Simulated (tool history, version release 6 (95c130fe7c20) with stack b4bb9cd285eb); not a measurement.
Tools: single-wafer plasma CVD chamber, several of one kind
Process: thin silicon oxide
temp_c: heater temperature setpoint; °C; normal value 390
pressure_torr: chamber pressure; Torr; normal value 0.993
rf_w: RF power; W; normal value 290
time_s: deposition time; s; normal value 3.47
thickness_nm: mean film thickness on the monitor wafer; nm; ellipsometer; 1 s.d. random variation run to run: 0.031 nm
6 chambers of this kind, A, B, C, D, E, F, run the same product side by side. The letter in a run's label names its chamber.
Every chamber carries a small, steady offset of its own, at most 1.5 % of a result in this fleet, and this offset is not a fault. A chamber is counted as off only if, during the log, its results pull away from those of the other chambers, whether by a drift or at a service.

run,day,temp_c,pressure_torr,rf_w,time_s,hours since the last thermocouple change,hours since the last RF generator calibration,hours since the last manometer calibration,"read-back reference wafer on the same gauge, thickness_nm",thickness_nm
1B,0.454,390,0.993,290,3.47,2530.0,1272.2,2684.3,6.0980,7.6347
2A,0.883,390,0.993,290,3.47,623.8,550.6,23.1,6.0896,7.5451
3F,1.258,390,0.993,290,3.47,1095.2,1488.5,256.0,6.0974,7.6449
4D,1.683,390,0.993,290,3.47,684.1,85.1,503.8,6.0809,7.5317
5E,1.929,390,0.993,290,3.47,1188.7,766.4,826.1,6.0873,7.5966
6C,2.246,390,0.993,290,3.47,580.9,86.8,407.7,6.0909,7.5694
7A,2.521,390,0.993,290,3.47,663.1,589.9,62.4,6.0924,7.5187
8F,3.025,390,0.993,290,3.47,1137.6,1530.9,298.4,6.0862,7.5899
9E,3.492,390,0.993,290,3.47,1226.2,803.9,863.6,6.0817,7.6409
10B,3.821,390,0.993,290,3.47,2610.8,1353.0,2765.1,6.0904,7.6080
11D,4.100,390,0.993,290,3.47,742.1,143.1,561.8,6.0864,7.5104
12C,4.458,390,0.993,290,4.12,634.0,139.9,460.8,6.0944,8.9664
# day 4.621: chamber B: capacitance manometer re-zeroed and calibrated
# day 4.792: chamber B: RF generator calibrated
13A,4.879,390,0.993,290,4.12,719.7,646.5,119.0,6.0911,9.0084
# day 5.312: chamber B: thermocouple changed; heater temperature recalibrated
14D,5.325,390,0.993,290,4.12,771.5,172.5,591.2,6.0876,8.9225
# day 5.379: chamber F: RF generator calibrated
15E,5.654,390,0.993,290,4.12,1278.1,855.8,915.5,6.0923,9.0522
16B,6.196,390,0.993,290,4.12,21.2,33.8,37.9,6.0920,9.0955
17C,6.533,390,0.993,290,4.12,683.8,189.7,510.6,6.0912,8.9459
18F,7.046,390,0.993,290,3.47,1234.1,40.0,394.9,6.0922,7.6268
19A,7.425,390,0.993,290,3.47,780.8,707.6,180.1,6.0973,7.5035
20E,7.683,390,0.993,290,3.47,1326.8,904.5,964.2,6.0880,7.5394
21B,8.071,390,0.993,290,3.47,66.2,78.8,82.9,6.0895,7.6422
22C,8.550,390,0.993,290,3.47,732.2,238.1,559.0,6.0914,7.5743
23F,8.975,376,0.993,290,3.16,1280.4,86.3,441.2,6.0831,7.0086
24D,9.412,376,0.993,290,3.16,869.6,270.6,689.3,6.0867,6.8801
25D,9.733,376,0.993,290,3.16,877.3,278.3,697.0,6.0908,6.9522
26A,10.217,376,0.993,290,3.16,847.8,774.6,247.1,6.0922,6.9654
27B,10.608,376,0.993,290,3.16,127.1,139.7,143.8,6.0917,6.9985
28F,11.162,376,0.993,290,3.16,1332.9,138.8,493.7,6.0921,7.0298
# day 11.342: chamber E: thermocouple changed; heater temperature recalibrated
29E,11.517,390,0.993,290,3.47,4.2,996.5,1056.2,6.0990,7.4557
30C,11.833,390,0.993,290,3.47,811.0,316.9,637.8,6.0918,7.5437
31F,12.338,390,0.993,265,2.98,1361.1,167.0,521.9,6.0944,6.3191
32C,12.629,390,0.993,265,2.98,830.1,336.0,656.9,6.0894,6.2476
33D,13.142,390,0.993,265,2.98,959.1,360.1,778.8,6.0942,6.2303
34E,13.596,390,0.993,265,2.98,54.1,1046.4,1106.1,6.0929,6.1134
35B,14.133,390,0.993,265,2.98,211.7,224.3,228.4,6.0914,6.3245
36A,14.583,390,0.993,265,2.98,952.6,879.4,351.9,6.0865,6.2353
37A,15.075,390,0.993,290,3.47,964.4,891.2,363.7,6.0931,7.5609
38D,15.417,390,0.993,290,3.47,1013.7,414.7,833.4,6.0977,7.5239

What goes on in this fleet: one chamber off, a drifting gauge, or nothing beyond the chambers' own small offsets? Name the chamber and the cause, if any.

Little by little, chamber E moves away from the other chambers.
Most likely cause: true pressure below the setpoint (%) = 4.88.
The log might look much the same if the cause were instead: delivered RF power below the setpoint (%).

Below are 4 candidate recipes for chamber E's next run, each the usual settings with a change, their results shown as question marks. Which of them brings E's results back in line with what the other chambers give on the usual settings?
Maximum distance from the other chambers' mean on the usual settings for a result to count as in line: thickness_nm 0.1100 nm
39E-1,15.825,390,1.028,295,3.57,,,,,?
39E-2,15.825,390,0.973,290,3.41,,,,,?
39E-3,15.825,390,0.958,285,3.37,,,,,?
39E-4,15.825,390,1.015,290,3.53,,,,,?

What the other chambers average on the usual settings: thickness_nm 7.5786 nm
run,thickness_nm
39E-1,7.7813
39E-2,7.0498
39E-3,6.8273
39E-4,7.5626
39E-4 brings the chamber back in line.
